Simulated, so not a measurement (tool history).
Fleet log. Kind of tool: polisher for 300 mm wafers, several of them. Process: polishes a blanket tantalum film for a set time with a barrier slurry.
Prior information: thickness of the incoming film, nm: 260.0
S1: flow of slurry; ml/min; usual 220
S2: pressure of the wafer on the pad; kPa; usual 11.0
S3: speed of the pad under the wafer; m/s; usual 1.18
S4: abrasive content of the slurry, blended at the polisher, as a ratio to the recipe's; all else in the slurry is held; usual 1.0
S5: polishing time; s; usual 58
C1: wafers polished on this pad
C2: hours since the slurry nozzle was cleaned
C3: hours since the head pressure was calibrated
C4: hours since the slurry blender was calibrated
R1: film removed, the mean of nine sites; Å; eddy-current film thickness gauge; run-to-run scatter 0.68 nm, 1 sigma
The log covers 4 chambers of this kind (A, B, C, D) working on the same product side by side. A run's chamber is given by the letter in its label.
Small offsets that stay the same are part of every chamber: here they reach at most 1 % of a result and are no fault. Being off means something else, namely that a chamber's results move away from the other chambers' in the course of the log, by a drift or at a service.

| run | hour | S1 | S2 | S3 | S4 | S5 | C1 | C2 | C3 | C4 | R1 |
|---|---|---|---|---|---|---|---|---|---|---|---|
| 1D | 3.0 | 220 | 11.0 | 1.18 | 1.0 | 58 | 203 | 134.2 | 42.2 | 405.9 | 757.83 |
| 2B | 8.0 | 220 | 11.0 | 1.18 | 1.0 | 58 | 875 | 186.4 | 880.4 | 131.6 | 747.68 |
| 3A | 11.4 | 220 | 11.0 | 1.18 | 1.0 | 58 | 401 | 206.6 | 337.8 | 45.1 | 745.28 |
|  | 14.5 | chamber D: slurry blender recalibrated |
| 4C | 15.8 | 220 | 11.0 | 1.18 | 1.0 | 58 | 657 | 328.1 | 86.4 | 39.7 | 757.17 |
| 5B | 19.7 | 220 | 11.0 | 1.18 | 1.0 | 58 | 978 | 198.1 | 892.1 | 143.3 | 753.53 |
|  | 20.4 | chamber B: worn pad replaced by a new one |
| 6A | 22.5 | 220 | 11.0 | 1.18 | 1.0 | 58 | 499 | 217.7 | 348.9 | 56.2 | 753.65 |
|  | 24.0 | chamber C: worn pad replaced by a new one |
| 7C | 25.1 | 220 | 11.0 | 1.18 | 1.0 | 58 | 9 | 337.4 | 95.7 | 49.0 | 749.06 |
| 8D | 29.3 | 220 | 11.0 | 1.18 | 1.0 | 58 | 435 | 160.5 | 68.5 | 14.8 | 749.11 |
| 9C | 34.6 | 220 | 11.0 | 1.18 | 1.0 | 58 | 93 | 346.9 | 105.2 | 58.5 | 750.03 |
|  | 35.9 | chamber B: slurry nozzle cleaned |
| 10D | 37.9 | 220 | 11.0 | 1.18 | 1.0 | 58 | 510 | 169.1 | 77.1 | 23.4 | 762.53 |
| 11B | 43.0 | 220 | 11.0 | 1.18 | 1.0 | 58 | 199 | 7.1 | 915.4 | 166.6 | 729.36 |
| 12A | 46.2 | 220 | 11.0 | 1.18 | 1.0 | 58 | 708 | 241.4 | 372.6 | 79.9 | 746.63 |
| 13D | 51.0 | 220 | 11.0 | 1.18 | 1.0 | 58 | 626 | 182.2 | 90.2 | 36.5 | 766.04 |
| 14A | 55.9 | 220 | 11.0 | 1.18 | 1.0 | 58 | 793 | 251.1 | 382.3 | 89.6 | 746.56 |
| 15B | 59.0 | 220 | 11.0 | 1.18 | 1.0 | 58 | 340 | 23.1 | 931.4 | 182.6 | 732.59 |
| 16C | 64.2 | 220 | 11.0 | 1.18 | 1.0 | 58 | 354 | 376.5 | 134.8 | 88.1 | 755.84 |
| 17D | 67.1 | 220 | 11.0 | 1.18 | 1.0 | 58 | 768 | 198.3 | 106.3 | 52.6 | 740.82 |
|  | 68.9 | chamber D: worn pad replaced by a new one |
| 18B | 70.0 | 220 | 11.0 | 1.18 | 1.0 | 58 | 437 | 34.1 | 942.4 | 193.6 | 720.74 |
|  | 70.2 | chamber A: worn pad replaced by a new one |
| 19C | 73.7 | 220 | 11.0 | 1.18 | 1.0 | 58 | 437 | 386.0 | 144.3 | 97.6 | 764.17 |
| 20A | 77.2 | 220 | 11.0 | 1.18 | 1.0 | 58 | 62 | 272.4 | 403.6 | 110.9 | 755.40 |
| 21D | 81.4 | 220 | 11.0 | 1.18 | 1.0 | 58 | 110 | 212.6 | 120.6 | 66.9 | 739.53 |
|  | 83.0 | chamber C: slurry nozzle cleaned |
| 22A | 84.0 | 220 | 11.0 | 1.18 | 1.0 | 58 | 121 | 279.2 | 410.4 | 117.7 | 749.20 |
| 23C | 87.2 | 220 | 11.0 | 1.18 | 1.0 | 58 | 556 | 4.3 | 157.8 | 111.1 | 754.86 |
| 24B | 90.1 | 220 | 11.0 | 1.18 | 1.0 | 58 | 614 | 54.2 | 962.5 | 213.7 | 702.49 |
| 25C | 93.3 | 220 | 11.0 | 1.18 | 1.0 | 58 | 610 | 10.4 | 163.9 | 117.2 | 759.59 |
| 26A | 97.3 | 220 | 11.0 | 1.18 | 1.0 | 58 | 239 | 292.5 | 423.7 | 131.0 | 746.19 |
| 27D | 99.7 | 220 | 11.0 | 1.18 | 1.0 | 58 | 271 | 230.9 | 138.9 | 85.2 | 741.21 |
| 28B | 104.9 | 220 | 11.0 | 1.18 | 1.0 | 58 | 744 | 69.0 | 977.3 | 228.5 | 699.85 |
|  | 105.6 | chamber C: worn pad replaced by a new one |
| 29D | 107.5 | 220 | 11.0 | 1.18 | 1.0 | 58 | 340 | 238.7 | 146.7 | 93.0 | 753.38 |
| 30C | 110.5 | 220 | 11.0 | 1.18 | 1.0 | 58 | 43 | 27.6 | 181.1 | 134.4 | 763.72 |
| 31B | 114.4 | 220 | 11.0 | 1.18 | 1.0 | 69 | 828 | 78.5 | 986.8 | 238.0 | 812.51 |
| 32A | 118.2 | 220 | 11.0 | 1.18 | 1.0 | 69 | 423 | 313.4 | 444.6 | 151.9 | 903.78 |
| 33C | 122.1 | 220 | 11.0 | 1.18 | 1.0 | 69 | 145 | 39.2 | 192.7 | 146.0 | 909.65 |
| 34B | 126.2 | 220 | 11.0 | 1.18 | 1.0 | 69 | 932 | 90.3 | 998.6 | 249.8 | 803.76 |
|  | 127.4 | chamber B: worn pad replaced by a new one |
| 35D | 128.9 | 220 | 11.0 | 1.18 | 1.0 | 58 | 528 | 260.1 | 168.1 | 114.4 | 755.22 |
| 36A | 133.1 | 220 | 11.0 | 1.18 | 1.0 | 58 | 554 | 328.3 | 459.5 | 166.8 | 742.67 |
|  | 133.6 | chamber C: slurry blender recalibrated |
| 37B | 136.6 | 220 | 11.0 | 1.18 | 1.0 | 58 | 81 | 100.7 | 1009.0 | 260.2 | 674.56 |
| 38C | 142.1 | 220 | 11.0 | 1.18 | 0.7 | 44 | 321 | 59.2 | 212.7 | 8.5 | 512.85 |
| 39A | 147.3 | 220 | 11.0 | 1.18 | 0.7 | 44 | 679 | 342.5 | 473.7 | 181.0 | 508.28 |
| 40D | 150.9 | 220 | 11.0 | 1.18 | 0.7 | 44 | 722 | 282.1 | 190.1 | 136.4 | 509.00 |

For the next run the whole fleet of 4 chambers uses the same settings. Give each chamber's results:
| 41A | 154.9 | 220 | 11.0 | 0.90 | 1.0 | 58 |  |  |  |  | ? |
| 41B | 154.9 | 220 | 11.0 | 0.90 | 1.0 | 58 |  |  |  |  | ? |
| 41C | 154.9 | 220 | 11.0 | 0.90 | 1.0 | 58 |  |  |  |  | ? |
| 41D | 154.9 | 220 | 11.0 | 0.90 | 1.0 | 58 |  |  |  |  | ? |

| run | R1 |
|---|---|
| 41A | 581.40 |
| 41B | 497.57 |
| 41C | 574.46 |
| 41D | 580.84 |
